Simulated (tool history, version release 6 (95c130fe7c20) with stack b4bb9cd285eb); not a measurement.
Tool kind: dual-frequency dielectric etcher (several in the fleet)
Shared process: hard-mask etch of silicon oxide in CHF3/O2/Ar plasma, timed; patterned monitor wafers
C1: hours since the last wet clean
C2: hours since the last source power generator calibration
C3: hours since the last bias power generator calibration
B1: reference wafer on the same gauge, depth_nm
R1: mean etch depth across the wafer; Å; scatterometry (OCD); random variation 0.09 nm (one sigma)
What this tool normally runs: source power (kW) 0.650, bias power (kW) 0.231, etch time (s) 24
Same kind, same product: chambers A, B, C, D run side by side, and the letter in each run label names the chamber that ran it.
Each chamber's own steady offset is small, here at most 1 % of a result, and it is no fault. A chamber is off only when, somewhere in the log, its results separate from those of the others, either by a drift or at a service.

At hour 3.3: chamber D: source power generator calibrated.
Run 1C, hour 8.9: usual settings; C1 353.2; C2 4092.4; C3 3549.4; B1 44.176. Result: R1 533.97 Å.
Run 2B, hour 13.8: usual settings; C1 218.3; C2 2590.2; C3 2750.5; B1 44.184. Result: R1 532.60 Å.
Run 3A, hour 20.4: usual settings; C1 77.3; C2 274.5; C3 4141.9; B1 44.157. Result: R1 530.96 Å.
Run 4D, hour 26.5: usual settings; C1 379.8; C2 23.3; C3 2501.8; B1 44.152. Result: R1 529.94 Å.
Run 5C, hour 33.4: usual settings; C1 377.7; C2 4116.9; C3 3573.9; B1 44.144. Result: R1 533.85 Å.
Run 6D, hour 40.6: usual settings; C1 393.9; C2 37.4; C3 2515.9; B1 44.143. Result: R1 529.60 Å.
Run 7B, hour 47.9: usual settings; C1 252.4; C2 2624.3; C3 2784.6; B1 44.144. Result: R1 532.11 Å.
At hour 53.2: chamber C: wet clean of the chamber.
Run 8A, hour 57.5: usual settings but source power (kW) 0.700, etch time (s) 27; C1 114.4; C2 311.6; C3 4179.0; B1 44.112. Result: R1 613.70 Å.
Run 9D, hour 64.5: usual settings but source power (kW) 0.700, etch time (s) 27; C1 417.8; C2 61.3; C3 2539.8; B1 44.107. Result: R1 612.41 Å.
Run 10A, hour 69.6: usual settings but source power (kW) 0.700, etch time (s) 27; C1 126.5; C2 323.7; C3 4191.1; B1 44.093. Result: R1 612.86 Å.
Run 11B, hour 78.6: usual settings but source power (kW) 0.700, etch time (s) 27; C1 283.1; C2 2655.0; C3 2815.3; B1 44.079. Result: R1 615.06 Å.
Run 12C, hour 86.3: usual settings; C1 33.1; C2 4169.8; C3 3626.8; B1 44.088. Result: R1 531.52 Å.
Run 13C, hour 93.3: usual settings; C1 40.1; C2 4176.8; C3 3633.8; B1 44.030. Result: R1 533.35 Å.
Run 14B, hour 103.1: usual settings; C1 307.6; C2 2679.5; C3 2839.8; B1 44.031. Result: R1 533.22 Å.
Run 15A, hour 111.9: usual settings; C1 168.8; C2 366.0; C3 4233.4; B1 44.012. Result: R1 529.35 Å.
Run 16D, hour 117.0: usual settings; C1 470.3; C2 113.8; C3 2592.3; B1 44.006. Result: R1 528.28 Å.
Run 17C, hour 126.9: usual settings; C1 73.7; C2 4210.4; C3 3667.4; B1 44.006. Result: R1 531.60 Å.
Run 18D, hour 133.7: usual settings; C1 487.0; C2 130.5; C3 2609.0; B1 43.987. Result: R1 526.83 Å.
Run 19A, hour 142.2: usual settings but source power (kW) 0.580, etch time (s) 18; C1 199.1; C2 396.3; C3 4263.7; B1 43.972. Result: R1 380.95 Å.
Run 20B, hour 148.8: usual settings but source power (kW) 0.580, etch time (s) 18; C1 353.3; C2 2725.2; C3 2885.5; B1 43.977. Result: R1 380.71 Å.
Run 21A, hour 159.8: usual settings but source power (kW) 0.580, etch time (s) 18; C1 216.7; C2 413.9; C3 4281.3; B1 43.955. Result: R1 379.61 Å.
Run 22D, hour 167.7: usual settings but source power (kW) 0.580, etch time (s) 18; C1 521.0; C2 164.5; C3 2643.0; B1 43.932. Result: R1 381.12 Å.
Run 23B, hour 175.5: usual settings but source power (kW) 0.560, etch time (s) 20; C1 380.0; C2 2751.9; C3 2912.2; B1 43.934. Result: R1 416.66 Å.
At hour 177.9: chamber D: wet clean of the chamber.
Run 24C, hour 182.5: usual settings but source power (kW) 0.560, etch time (s) 20; C1 129.3; C2 4266.0; C3 3723.0; B1 43.935. Result: R1 417.87 Å.
Run 25A, hour 189.5: usual settings but source power (kW) 0.560, etch time (s) 20; C1 246.4; C2 443.6; C3 4311.0; B1 43.915. Result: R1 416.56 Å.
At hour 194.5: chamber D: bias power generator calibrated.
Run 26D, hour 196.3: usual settings but source power (kW) 0.560, etch time (s) 20; C1 18.4; C2 193.1; C3 1.8; B1 43.925. Result: R1 414.52 Å.

One chamber off, gauge drift, or nothing amiss beyond the chambers' own small offsets? If it is a chamber, which one, and what is the likeliest cause?

The gauge drifts, so all chambers seem to drift together. No chamber is off.
Most likely cause: gauge reads low (%) = 0.704.
